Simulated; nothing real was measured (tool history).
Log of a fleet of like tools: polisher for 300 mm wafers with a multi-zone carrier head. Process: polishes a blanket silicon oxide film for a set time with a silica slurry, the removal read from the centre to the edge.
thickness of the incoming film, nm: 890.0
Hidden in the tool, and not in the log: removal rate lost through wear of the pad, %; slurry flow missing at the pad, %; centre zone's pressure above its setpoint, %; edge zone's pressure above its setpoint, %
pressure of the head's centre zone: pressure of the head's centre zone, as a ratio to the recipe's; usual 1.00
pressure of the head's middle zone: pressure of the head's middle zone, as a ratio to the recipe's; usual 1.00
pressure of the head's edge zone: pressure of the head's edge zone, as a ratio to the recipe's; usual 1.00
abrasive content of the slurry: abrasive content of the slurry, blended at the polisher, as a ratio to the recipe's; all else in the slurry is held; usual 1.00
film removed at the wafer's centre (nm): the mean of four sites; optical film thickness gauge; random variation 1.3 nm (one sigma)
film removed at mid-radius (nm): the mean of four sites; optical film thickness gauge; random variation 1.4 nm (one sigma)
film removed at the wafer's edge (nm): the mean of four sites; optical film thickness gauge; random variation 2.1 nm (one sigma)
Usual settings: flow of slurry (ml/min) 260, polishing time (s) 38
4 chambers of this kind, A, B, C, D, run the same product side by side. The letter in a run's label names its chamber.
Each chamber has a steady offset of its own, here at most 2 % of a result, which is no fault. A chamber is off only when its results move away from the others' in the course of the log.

| run | day | flow of slurry (ml/min) | pressure of the head's centre zone | pressure of the head's middle zone | pressure of the head's edge zone | abrasive content of the slurry | polishing time (s) | wafers polished on this pad | hours since the slurry nozzle was cleaned | hours since the centre zone pressure was calibrated | hours since the edge zone pressure was calibrated | film removed at the wafer's centre (nm) | film removed at mid-radius (nm) | film removed at the wafer's edge (nm) |
|---|---|---|---|---|---|---|---|---|---|---|---|---|---|---|
| 1A | 0.267 | 260 | 1.00 | 1.00 | 1.00 | 1.00 | 38 | 219 | 242.5 | 237.3 | 306.7 | 157.42 | 160.65 | 157.79 |
| 2B | 0.654 | 260 | 1.00 | 1.00 | 1.00 | 1.00 | 38 | 1011 | 137.9 | 533.6 | 346.7 | 161.44 | 158.13 | 156.08 |
|  | 0.729 | chamber B: worn pad replaced by a new one |
|  | 0.804 | chamber C: worn pad replaced by a new one |
| 3C | 1.150 | 260 | 1.00 | 1.00 | 1.00 | 1.00 | 38 | 73 | 128.7 | 134.2 | 238.1 | 160.82 | 159.09 | 157.42 |
| 4D | 1.575 | 260 | 1.00 | 1.00 | 1.00 | 1.00 | 38 | 854 | 274.9 | 239.6 | 576.9 | 158.47 | 160.24 | 158.21 |
| 5C | 1.854 | 230 | 1.00 | 1.00 | 1.00 | 1.00 | 38 | 223 | 145.6 | 151.1 | 255.0 | 153.14 | 159.54 | 157.18 |
|  | 2.162 | chamber D: worn pad replaced by a new one |
| 6B | 2.238 | 230 | 1.00 | 1.00 | 1.00 | 1.00 | 38 | 319 | 175.9 | 571.6 | 384.7 | 157.08 | 156.34 | 155.07 |
| 7A | 2.762 | 230 | 1.00 | 1.00 | 1.00 | 1.00 | 38 | 748 | 302.4 | 297.2 | 366.6 | 157.91 | 153.92 | 156.02 |
|  | 2.975 | chamber A: worn pad replaced by a new one |
| 8D | 3.225 | 230 | 1.00 | 1.00 | 1.00 | 1.00 | 38 | 224 | 314.5 | 279.2 | 616.5 | 153.69 | 156.15 | 160.24 |
|  | 3.596 | chamber C: slurry nozzle cleaned |
| 9A | 3.717 | 260 | 1.00 | 1.00 | 1.00 | 1.00 | 38 | 157 | 325.3 | 320.1 | 389.5 | 158.83 | 157.81 | 161.62 |
| 10C | 4.038 | 260 | 1.00 | 1.00 | 1.00 | 1.00 | 38 | 685 | 10.7 | 203.5 | 307.4 | 159.23 | 161.60 | 158.39 |
| 11D | 4.350 | 260 | 1.00 | 1.00 | 1.00 | 1.00 | 38 | 463 | 341.5 | 306.2 | 643.5 | 153.74 | 160.05 | 162.38 |
| 12B | 4.621 | 260 | 1.00 | 1.00 | 1.00 | 1.10 | 38 | 824 | 233.1 | 628.8 | 441.9 | 168.23 | 164.80 | 168.92 |
|  | 4.767 | chamber B: worn pad replaced by a new one |
| 13B | 4.942 | 260 | 1.00 | 1.00 | 1.00 | 1.10 | 38 | 37 | 240.8 | 636.5 | 449.6 | 167.15 | 163.66 | 169.42 |
| 14C | 5.192 | 260 | 1.00 | 1.00 | 1.00 | 1.10 | 38 | 929 | 38.4 | 231.2 | 335.1 | 165.67 | 166.49 | 167.56 |
| 15D | 5.679 | 260 | 1.00 | 1.00 | 1.00 | 1.10 | 38 | 744 | 373.4 | 338.1 | 675.4 | 162.41 | 165.05 | 163.90 |
|  | 5.796 | chamber D: centre zone pressure recalibrated |
| 16A | 5.971 | 260 | 1.00 | 1.00 | 1.00 | 1.00 | 38 | 634 | 379.4 | 374.2 | 443.6 | 157.38 | 158.64 | 156.75 |
|  | 6.129 | chamber C: worn pad replaced by a new one |
|  | 6.242 | chamber A: worn pad replaced by a new one |
| 17C | 6.429 | 260 | 1.00 | 1.00 | 1.00 | 1.00 | 38 | 63 | 68.1 | 260.9 | 364.8 | 159.52 | 161.09 | 160.40 |
|  | 6.567 | chamber B: edge zone pressure recalibrated |
| 18A | 6.967 | 260 | 1.00 | 1.00 | 1.00 | 1.00 | 38 | 154 | 403.3 | 398.1 | 467.5 | 159.36 | 156.82 | 158.35 |
|  | 7.488 | chamber D: worn pad replaced by a new one |
| 19B | 7.492 | 260 | 1.00 | 0.96 | 1.00 | 1.25 | 38 | 577 | 302.0 | 697.7 | 22.2 | 178.31 | 168.66 | 173.32 |
| 20D | 7.767 | 260 | 1.00 | 0.96 | 1.00 | 1.25 | 38 | 59 | 423.5 | 47.4 | 725.5 | 169.97 | 170.51 | 176.44 |
| 21A | 8.133 | 260 | 1.00 | 0.96 | 1.00 | 1.25 | 38 | 401 | 431.3 | 426.1 | 495.5 | 175.93 | 170.48 | 176.44 |
| 22C | 8.371 | 260 | 1.00 | 0.96 | 1.00 | 1.25 | 38 | 475 | 114.7 | 307.5 | 411.4 | 174.92 | 168.17 | 175.40 |
| 23B | 8.633 | 260 | 1.00 | 1.00 | 1.00 | 1.00 | 38 | 819 | 329.4 | 725.1 | 49.6 | 161.34 | 159.14 | 160.80 |
| 24D | 9.112 | 260 | 1.00 | 1.00 | 1.00 | 1.00 | 38 | 344 | 455.8 | 79.7 | 757.8 | 157.86 | 160.52 | 160.57 |
| 25B | 9.358 | 260 | 1.00 | 1.00 | 1.00 | 1.00 | 38 | 972 | 346.8 | 742.5 | 67.0 | 161.36 | 159.30 | 160.33 |
|  | 9.567 | chamber B: worn pad replaced by a new one |
| 26D | 9.838 | 260 | 1.00 | 1.00 | 1.00 | 1.00 | 38 | 497 | 473.2 | 97.1 | 775.2 | 156.05 | 157.05 | 157.84 |
|  | 10.075 | chamber A: edge zone pressure recalibrated |
|  | 10.121 | chamber A: worn pad replaced by a new one |
| 27A | 10.233 | 260 | 1.11 | 1.00 | 1.00 | 1.00 | 27 | 24 | 481.7 | 476.5 | 3.8 | 126.72 | 114.11 | 111.53 |
| 28C | 10.575 | 260 | 1.11 | 1.00 | 1.00 | 1.00 | 27 | 941 | 167.6 | 360.4 | 464.3 | 125.72 | 115.64 | 110.62 |
|  | 10.933 | chamber C: worn pad replaced by a new one |
| 29C | 11.038 | 260 | 1.11 | 1.00 | 1.00 | 1.00 | 27 | 22 | 178.7 | 371.5 | 475.4 | 128.74 | 112.86 | 113.87 |
| 30D | 11.367 | 260 | 1.11 | 1.00 | 1.00 | 1.00 | 27 | 821 | 509.9 | 133.8 | 811.9 | 124.62 | 114.31 | 115.73 |
| 31B | 11.904 | 260 | 1.00 | 1.00 | 0.89 | 1.00 | 43 | 495 | 407.9 | 803.6 | 128.1 | 180.76 | 177.98 | 170.44 |
| 32A | 12.179 | 260 | 1.00 | 1.00 | 0.89 | 1.00 | 43 | 436 | 528.4 | 523.2 | 50.5 | 180.45 | 178.47 | 167.64 |
|  | 12.562 | chamber D: worn pad replaced by a new one |
| 33A | 12.704 | 260 | 1.00 | 1.00 | 0.89 | 1.00 | 43 | 547 | 541.0 | 535.8 | 63.1 | 181.85 | 180.64 | 168.24 |
| 34C | 13.000 | 260 | 1.00 | 1.00 | 0.89 | 1.00 | 43 | 437 | 225.8 | 418.6 | 522.5 | 181.08 | 180.51 | 168.23 |
|  | 13.129 | chamber C: slurry nozzle cleaned |
| 35D | 13.438 | 260 | 1.00 | 1.00 | 1.00 | 1.00 | 38 | 185 | 559.6 | 183.5 | 861.6 | 152.95 | 157.54 | 160.25 |
|  | 13.604 | chamber A: worn pad replaced by a new one |
|  | 13.721 | chamber B: worn pad replaced by a new one |
| 36B | 13.758 | 260 | 1.00 | 1.00 | 1.00 | 1.00 | 38 | 8 | 452.4 | 848.1 | 172.6 | 161.10 | 155.80 | 160.35 |
|  | 14.025 | chamber A: centre zone pressure recalibrated |
| 37C | 14.275 | 260 | 1.00 | 1.00 | 1.00 | 1.00 | 38 | 707 | 27.5 | 449.2 | 553.1 | 158.40 | 159.44 | 160.96 |
| 38D | 14.562 | 260 | 1.00 | 1.00 | 1.00 | 1.00 | 38 | 424 | 586.6 | 210.5 | 888.6 | 155.72 | 162.15 | 160.96 |
| 39A | 14.833 | 260 | 1.00 | 1.00 | 1.00 | 1.00 | 38 | 260 | 592.1 | 19.4 | 114.2 | 161.03 | 160.22 | 159.01 |

What goes on in this fleet: one chamber off, a drifting gauge, or nothing beyond the chambers' own small offsets? Name the chamber and the cause, if any.

No chamber stands off beyond its own small offset, and the gauge holds steady.
